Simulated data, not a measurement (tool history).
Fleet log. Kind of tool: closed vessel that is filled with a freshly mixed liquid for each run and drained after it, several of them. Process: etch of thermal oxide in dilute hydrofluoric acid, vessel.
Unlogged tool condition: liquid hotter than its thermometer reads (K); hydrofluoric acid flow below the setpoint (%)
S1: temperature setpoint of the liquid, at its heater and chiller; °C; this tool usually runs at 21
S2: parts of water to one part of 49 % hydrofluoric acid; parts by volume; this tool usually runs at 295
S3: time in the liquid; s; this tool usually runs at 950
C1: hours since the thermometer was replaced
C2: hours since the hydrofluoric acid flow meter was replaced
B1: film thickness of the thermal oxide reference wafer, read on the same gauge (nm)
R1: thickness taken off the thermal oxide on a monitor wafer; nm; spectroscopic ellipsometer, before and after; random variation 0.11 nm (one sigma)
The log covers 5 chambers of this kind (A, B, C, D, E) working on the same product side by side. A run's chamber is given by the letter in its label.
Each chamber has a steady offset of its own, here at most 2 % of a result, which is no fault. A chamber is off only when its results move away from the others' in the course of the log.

run 1B day=0.383 | S1=21 S2=295 S3=950 | C1=125.9 C2=1224.1 | B1=119.99 | R1=10.791
run 2E day=0.696 | S1=21 S2=295 S3=950 | C1=532.2 C2=255.8 | B1=120.02 | R1=10.771
run 3A day=1.058 | S1=21 S2=295 S3=950 | C1=1422 C2=665.9 | B1=119.98 | R1=10.903
run 4C day=1.433 | S1=21 S2=295 S3=950 | C1=1677.8 C2=1295.7 | B1=119.98 | R1=10.872
run 5D day=1.858 | S1=21 S2=295 S3=950 | C1=2079.1 C2=475 | B1=120.02 | R1=10.902
run 6D day=2.229 | S1=21 S2=295 S3=950 | C1=2088 C2=483.9 | B1=119.99 | R1=10.935
run 7C day=2.612 | S1=21 S2=295 S3=950 | C1=1706.1 C2=1324 | B1=119.99 | R1=10.927
run 8A day=3.004 | S1=21 S2=295 S3=950 | C1=1468.7 C2=712.6 | B1=120.01 | R1=10.787
run 9B day=3.346 | S1=22.5 S2=220 S3=950 | C1=197 C2=1295.2 | B1=120 | R1=16.813
-- day=3.396 chamber E: thermometer replaced
run 10E day=3.704 | S1=22.5 S2=220 S3=950 | C1=7.5 C2=328 | B1=119.96 | R1=16.107
run 11C day=4.025 | S1=22.5 S2=220 S3=950 | C1=1740 C2=1357.9 | B1=119.97 | R1=16.715
run 12D day=4.233 | S1=22.5 S2=220 S3=950 | C1=2136.1 C2=532 | B1=120 | R1=16.705
run 13A day=4.646 | S1=22.5 S2=220 S3=950 | C1=1508.1 C2=752 | B1=120.01 | R1=16.869
run 14E day=4.896 | S1=21 S2=295 S3=950 | C1=36.1 C2=356.6 | B1=120.03 | R1=10.685
run 15B day=5.304 | S1=21 S2=295 S3=950 | C1=244 C2=1342.2 | B1=120.03 | R1=10.718
run 16A day=5.529 | S1=17 S2=385 S3=950 | C1=1529.3 C2=773.2 | B1=119.99 | R1=6.5988
run 17E day=5.917 | S1=17 S2=385 S3=950 | C1=60.6 C2=381.1 | B1=120.01 | R1=6.4104
run 18B day=6.138 | S1=17 S2=385 S3=950 | C1=264 C2=1362.2 | B1=119.97 | R1=6.7398
run 19C day=6.479 | S1=17 S2=385 S3=950 | C1=1798.9 C2=1416.8 | B1=120 | R1=6.5465
run 20D day=6.842 | S1=17 S2=385 S3=950 | C1=2198.7 C2=594.6 | B1=120 | R1=6.7059
-- day=7.171 chamber D: hydrofluoric acid flow meter replaced
run 21B day=7.229 | S1=21 S2=295 S3=950 | C1=290.2 C2=1388.4 | B1=120.04 | R1=10.961
run 22E day=7.45 | S1=21 S2=295 S3=950 | C1=97.4 C2=417.9 | B1=120.01 | R1=10.225
run 23C day=7.671 | S1=21 S2=295 S3=950 | C1=1827.5 C2=1445.4 | B1=120.06 | R1=11.016
run 24D day=7.879 | S1=21 S2=295 S3=950 | C1=2223.6 C2=17.1 | B1=120.02 | R1=10.906
run 25A day=8.154 | S1=21 S2=295 S3=950 | C1=1592.3 C2=836.2 | B1=119.99 | R1=10.851
run 26C day=8.446 | S1=21 S2=295 S3=950 | C1=1846.1 C2=1464 | B1=119.98 | R1=10.885
run 27B day=8.788 | S1=21 S2=295 S3=950 | C1=327.6 C2=1425.8 | B1=120.03 | R1=10.947
run 28E day=9.025 | S1=21 S2=295 S3=950 | C1=135.2 C2=455.7 | B1=120.02 | R1=10.311
run 29A day=9.238 | S1=21 S2=295 S3=950 | C1=1618.3 C2=862.2 | B1=120.02 | R1=10.856
run 30D day=9.483 | S1=21 S2=295 S3=950 | C1=2262.1 C2=55.6 | B1=120.02 | R1=10.866
run 31D day=9.833 | S1=21 S2=295 S3=950 | C1=2270.5 C2=64 | B1=120 | R1=11.072
run 32C day=10.108 | S1=21 S2=295 S3=950 | C1=1886 C2=1503.9 | B1=120.04 | R1=10.807
run 33B day=10.396 | S1=21 S2=295 S3=950 | C1=366.2 C2=1464.4 | B1=120.01 | R1=10.847

Is one chamber off against the others, does the gauge drift, or is nothing wrong? If a chamber is off, say which, and what the likeliest cause is.

One chamber, E, drifts off from the rest bit by bit.
What lies behind it: hydrofluoric acid flow below the setpoint (%) = 4.45.

Here are 4 candidates for chamber E's next run, each the usual settings with a change, their results left as question marks. Which one brings its results back in line with what the others give on the usual settings?
Maximum distance from the other chambers' mean on the usual settings for a result to count as in line: R1 0.37 nm
run 34E-1 day=10.7 | S1=21 S2=285 S3=980 | R1=?
run 34E-2 day=10.7 | S1=21.5 S2=295 S3=1070 | R1=?
run 34E-3 day=10.7 | S1=20.5 S2=325 S3=950 | R1=?
run 34E-4 day=10.7 | S1=21 S2=305 S3=920 | R1=?

Other chambers, usual settings, mean: R1 10.893 nm
run=34E-1 R1=10.971
run=34E-2 R1=11.664
run=34E-3 R1=8.8219
run=34E-4 R1=9.44
34E-1 is the one that brings the chamber's results back in line with the other chambers.

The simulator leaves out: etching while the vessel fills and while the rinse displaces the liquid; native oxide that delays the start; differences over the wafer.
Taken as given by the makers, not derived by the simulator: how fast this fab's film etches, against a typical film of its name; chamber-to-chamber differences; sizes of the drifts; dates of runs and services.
